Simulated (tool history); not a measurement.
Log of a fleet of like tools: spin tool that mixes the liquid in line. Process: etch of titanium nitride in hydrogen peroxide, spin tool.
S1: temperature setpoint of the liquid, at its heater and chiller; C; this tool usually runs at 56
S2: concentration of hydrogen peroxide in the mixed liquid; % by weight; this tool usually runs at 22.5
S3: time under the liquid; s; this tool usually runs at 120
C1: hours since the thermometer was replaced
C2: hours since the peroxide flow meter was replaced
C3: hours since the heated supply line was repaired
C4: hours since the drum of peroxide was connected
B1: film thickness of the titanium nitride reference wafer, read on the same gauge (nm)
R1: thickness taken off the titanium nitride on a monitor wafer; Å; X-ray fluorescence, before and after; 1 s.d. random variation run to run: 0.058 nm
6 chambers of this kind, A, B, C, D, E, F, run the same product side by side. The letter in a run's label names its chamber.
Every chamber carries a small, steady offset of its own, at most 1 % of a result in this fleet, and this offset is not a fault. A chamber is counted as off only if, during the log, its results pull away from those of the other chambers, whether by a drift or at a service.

run,hour,S1,S2,S3,C1,C2,C3,C4,B1,R1
# hour 3.8: chamber D: thermometer replaced
1F,7.2,56,22.5,120,90.8,1056.7,2097.6,243.6,140,70.213
2D,12,56,22.5,120,8.3,518.1,1363.7,137.4,139.99,69.577
# hour 14: chamber E: peroxide flow meter replaced
3A,15.2,56,22.5,120,595.1,414.4,293,593,140.01,69.063
4E,19.8,56,22.5,120,1984.5,5.8,747.4,259.3,140.01,69.614
# hour 22.5: chamber E: thermometer replaced
5B,25.2,56,22.5,120,350.6,279,288.8,514.7,140,68.161
6C,30.3,56,22.5,120,574.3,511.2,293.5,166.4,139.98,69.34
7B,37.1,56,22.5,120,362.5,290.9,300.7,526.6,140.01,69.503
8A,42.6,56,22.5,120,622.5,441.8,320.4,620.4,139.97,69.456
9F,47.6,64.5,22.5,70,131.2,1097.1,2138,284,139.99,73.296
# hour 54.3: chamber E: new drum of peroxide connected
10C,54.3,64.5,22.5,70,598.3,535.2,317.5,190.4,139.99,72.691
11E,57.9,64.5,22.5,70,35.4,43.9,785.5,3.6,140.04,70.605
12D,61.2,64.5,22.5,70,57.5,567.3,1412.9,186.6,139.96,70.536
13D,66.5,64.5,22.5,70,62.8,572.6,1418.2,191.9,139.99,71.675
14F,71.2,64.5,22.5,70,154.8,1120.7,2161.6,307.6,140,73.586
15B,78,56,22.5,120,403.4,331.8,341.6,567.5,140.01,68.877
16E,83.5,56,22.5,120,61,69.5,811.1,29.2,139.99,67.338
17C,90.5,56,22.5,120,634.5,571.4,353.7,226.6,139.97,68.689
18A,94.3,56,17,155,674.2,493.5,372.1,672.1,139.95,83.953
19A,101.7,56,17,155,681.6,500.9,379.5,679.5,139.98,82.619
20E,106.5,56,17,155,84,92.5,834.1,52.2,140,83.185
21B,110.2,56,17,155,435.6,364,373.8,599.7,140.01,83.231
22F,116,56,17,155,199.6,1165.5,2206.4,352.4,140,84.908
23D,122,56,17,155,118.3,628.1,1473.7,247.4,139.98,84.478
24C,127.8,56,22.5,120,671.8,608.7,391,263.9,139.97,69.574
25D,131.1,56,22.5,120,127.4,637.2,1482.8,256.5,140,69.039
26F,136.6,56,22.5,120,220.2,1186.1,2227,373,140.03,69.922
27E,142.4,56,22.5,120,119.9,128.4,870,88.1,140,66.228
28B,147.9,56,22.5,120,473.3,401.7,411.5,637.4,140.01,69.403
29C,154.7,56,24.5,155,698.7,635.6,417.9,290.8,139.99,91.568
30A,158.4,56,24.5,155,738.3,557.6,436.2,736.2,140.03,91.651
31F,163,56,24.5,155,246.6,1212.5,2253.4,399.4,140.02,90.322
32C,167.9,56,24.5,155,711.9,648.8,431.1,304,139.99,90.418
33D,174.8,56,24.5,155,171.1,680.9,1526.5,300.2,139.98,91.146
34E,181,56,24.5,155,158.5,167,908.6,126.7,139.99,85.598
35B,187.3,56,22.5,120,512.7,441.1,450.9,676.8,140.02,68.371
36A,190.8,56,22.5,120,770.7,590,468.6,768.6,139.99,69.275
37F,197.6,56,22.5,120,281.2,1247.1,2288,434,140.04,70.497
38D,202.8,56,22.5,120,199.1,708.9,1554.5,328.2,139.99,69.211
39A,209.6,56,22.5,120,789.5,608.8,487.4,787.4,140.01,69.447
40E,213.2,56,22.5,120,190.7,199.2,940.8,158.9,139.99,64.398
41C,216.5,56,22.5,120,760.5,697.4,479.7,352.6,140.02,69.992
42B,223.8,47,22.5,180,549.2,477.6,487.4,713.3,139.98,53.978
43F,229.2,47,22.5,180,312.8,1278.7,2319.6,465.6,139.99,55.706
44C,233.1,47,22.5,180,777.1,714,496.3,369.2,139.98,54.824

Is one chamber off against the others, does the gauge drift, or is nothing wrong? If a chamber is off, say which, and what the likeliest cause is.

One chamber, E, drifts off from the rest bit by bit.
Cause: temperature lost on the way to the wafer (K) = 1.35.
The log might look much the same if the cause were instead: liquid colder than its thermometer reads (K).

Below are 4 candidate recipes for chamber E's next run, each the usual settings with a change, their results shown as question marks. Which of them brings E's results back in line with what the other chambers give on the usual settings?
In line here means within this much of the mean the other chambers give on the usual settings: R1 2 Å
45E-1,238.4,57,22.5,125,,,,,,?
45E-2,238.4,54.5,22.5,120,,,,,,?
45E-3,238.4,56,22.5,115,,,,,,?
45E-4,238.4,56,22.5,125,,,,,,?

The other chambers' mean on the usual settings: R1 69.394 Å
run,R1
45E-1,70
45E-2,56.448
45E-3,60.089
45E-4,65.314
The answer is 45E-1, which returns the chamber to within the allowed miss of the others.
